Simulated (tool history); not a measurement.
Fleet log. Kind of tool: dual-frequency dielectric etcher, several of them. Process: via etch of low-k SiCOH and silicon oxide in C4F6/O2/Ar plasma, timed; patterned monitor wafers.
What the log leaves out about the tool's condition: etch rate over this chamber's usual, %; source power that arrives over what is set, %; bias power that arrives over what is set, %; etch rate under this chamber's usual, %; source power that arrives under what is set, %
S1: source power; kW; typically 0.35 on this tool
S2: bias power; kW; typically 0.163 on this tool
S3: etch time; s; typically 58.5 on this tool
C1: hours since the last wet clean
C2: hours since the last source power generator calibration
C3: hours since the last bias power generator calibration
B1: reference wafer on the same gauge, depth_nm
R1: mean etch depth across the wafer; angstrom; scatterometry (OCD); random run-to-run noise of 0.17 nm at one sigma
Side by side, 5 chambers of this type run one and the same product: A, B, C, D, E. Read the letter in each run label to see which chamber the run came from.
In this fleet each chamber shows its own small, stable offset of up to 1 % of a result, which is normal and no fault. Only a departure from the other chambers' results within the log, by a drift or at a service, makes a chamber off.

| run | day | S1 | S2 | S3 | C1 | C2 | C3 | B1 | R1 |
|---|---|---|---|---|---|---|---|---|---|
| 1A | 0.462 | 0.35 | 0.163 | 58.5 | 23.1 | 690.2 | 2394.3 | 116 | 1415.3 |
| 2C | 0.988 | 0.35 | 0.163 | 58.5 | 386.4 | 1109.1 | 2482.5 | 116.02 | 1412.3 |
| 3D | 1.483 | 0.35 | 0.163 | 58.5 | 221.2 | 935 | 1274.1 | 115.94 | 1391.9 |
| 4E | 1.846 | 0.35 | 0.163 | 58.5 | 318.5 | 72.5 | 45.2 | 115.94 | 1398.8 |
| 5B | 2.238 | 0.35 | 0.163 | 58.5 | 346.7 | 4347 | 4111 | 115.92 | 1401 |
| 6B | 2.771 | 0.35 | 0.163 | 58.5 | 359.5 | 4359.8 | 4123.8 | 115.94 | 1400.3 |
|  | 2.912 | chamber B: source power generator calibrated |
|  | 3.192 | chamber B: wet clean of the chamber |
| 7A | 3.288 | 0.35 | 0.163 | 58.5 | 90.9 | 758 | 2462.1 | 115.92 | 1413.7 |
| 8C | 3.696 | 0.35 | 0.163 | 58.5 | 451.4 | 1174.1 | 2547.5 | 115.88 | 1412 |
| 9E | 4.204 | 0.42 | 0.163 | 58.5 | 375.1 | 129.1 | 101.8 | 115.87 | 1503.9 |
| 10D | 4.492 | 0.42 | 0.163 | 58.5 | 293.4 | 1007.2 | 1346.3 | 115.87 | 1493.8 |
| 11C | 4.921 | 0.42 | 0.163 | 58.5 | 480.8 | 1203.5 | 2576.9 | 115.82 | 1514.8 |
| 12E | 5.421 | 0.42 | 0.163 | 58.5 | 404.3 | 158.3 | 131 | 115.82 | 1502.9 |
|  | 5.679 | chamber C: wet clean of the chamber |
| 13D | 5.75 | 0.42 | 0.163 | 58.5 | 323.6 | 1037.4 | 1376.5 | 115.82 | 1495 |
| 14A | 6.129 | 0.35 | 0.163 | 58.5 | 159.1 | 826.2 | 2530.3 | 115.82 | 1410.4 |
| 15B | 6.683 | 0.35 | 0.163 | 58.5 | 83.8 | 90.5 | 4217.7 | 115.79 | 1400.1 |
| 16E | 7.021 | 0.35 | 0.163 | 58.5 | 442.7 | 196.7 | 169.4 | 115.78 | 1397.5 |
| 17D | 7.346 | 0.35 | 0.163 | 58.5 | 361.9 | 1075.7 | 1414.8 | 115.74 | 1391.2 |
| 18C | 7.912 | 0.35 | 0.163 | 58.5 | 53.7 | 1275.3 | 2648.7 | 115.72 | 1407.7 |
| 19B | 8.375 | 0.35 | 0.163 | 58.5 | 124.4 | 131.1 | 4258.3 | 115.71 | 1401.3 |
| 20A | 8.954 | 0.35 | 0.163 | 58.5 | 226.9 | 894 | 2598.1 | 115.68 | 1409.8 |
| 21E | 9.321 | 0.35 | 0.163 | 58.5 | 497.9 | 251.9 | 224.6 | 115.67 | 1398.5 |
| 22C | 9.658 | 0.35 | 0.163 | 58.5 | 95.6 | 1317.2 | 2690.6 | 115.65 | 1409.8 |
|  | 9.783 | chamber E: wet clean of the chamber |
| 23D | 10.292 | 0.35 | 0.163 | 58.5 | 432.6 | 1146.4 | 1485.5 | 115.66 | 1391 |
| 24A | 10.775 | 0.35 | 0.163 | 58.5 | 270.6 | 937.7 | 2641.8 | 115.66 | 1408.6 |
| 25B | 11.071 | 0.39 | 0.148 | 58.5 | 189.1 | 195.8 | 4323 | 115.63 | 1417.2 |
| 26D | 11.471 | 0.39 | 0.148 | 58.5 | 460.9 | 1174.7 | 1513.8 | 115.64 | 1404.8 |
| 27E | 12.079 | 0.39 | 0.148 | 58.5 | 55.2 | 318.1 | 290.8 | 115.58 | 1409.4 |
|  | 12.429 | chamber D: wet clean of the chamber |
| 28B | 12.688 | 0.39 | 0.148 | 58.5 | 227.9 | 234.6 | 4361.8 | 115.59 | 1415.2 |
| 29C | 13.192 | 0.39 | 0.148 | 58.5 | 180.4 | 1402 | 2775.4 | 115.56 | 1423.3 |
| 30A | 13.738 | 0.35 | 0.163 | 52 | 341.7 | 1008.8 | 2712.9 | 115.6 | 1250 |
| 31E | 14.071 | 0.35 | 0.163 | 52 | 103 | 365.9 | 338.6 | 115.53 | 1241.6 |
| 32A | 14.358 | 0.35 | 0.163 | 52 | 356.6 | 1023.7 | 2727.8 | 115.53 | 1251.1 |
| 33D | 14.779 | 0.35 | 0.163 | 52 | 56.5 | 1254.1 | 1593.2 | 115.46 | 1233.6 |
| 34C | 15.338 | 0.35 | 0.163 | 52 | 231.9 | 1453.5 | 2826.9 | 115.45 | 1250.9 |
| 35B | 15.917 | 0.29 | 0.163 | 65 | 305.4 | 312.1 | 4439.3 | 115.48 | 1439.4 |
| 36D | 16.229 | 0.29 | 0.163 | 65 | 91.3 | 1288.9 | 1628 | 115.47 | 1437.4 |
| 37C | 16.758 | 0.29 | 0.163 | 65 | 266 | 1487.6 | 2861 | 115.43 | 1453.7 |

Decide between three cases: one chamber stands off from its peers, the gauge reading all wafers drifts, or nothing is wrong past each chamber's small offset. Where a chamber is off, say which and what most likely put it there.

The gauge drifts, so all chambers seem to drift together. No chamber is off.
What lies behind it: gauge reads low (%) = 0.505.

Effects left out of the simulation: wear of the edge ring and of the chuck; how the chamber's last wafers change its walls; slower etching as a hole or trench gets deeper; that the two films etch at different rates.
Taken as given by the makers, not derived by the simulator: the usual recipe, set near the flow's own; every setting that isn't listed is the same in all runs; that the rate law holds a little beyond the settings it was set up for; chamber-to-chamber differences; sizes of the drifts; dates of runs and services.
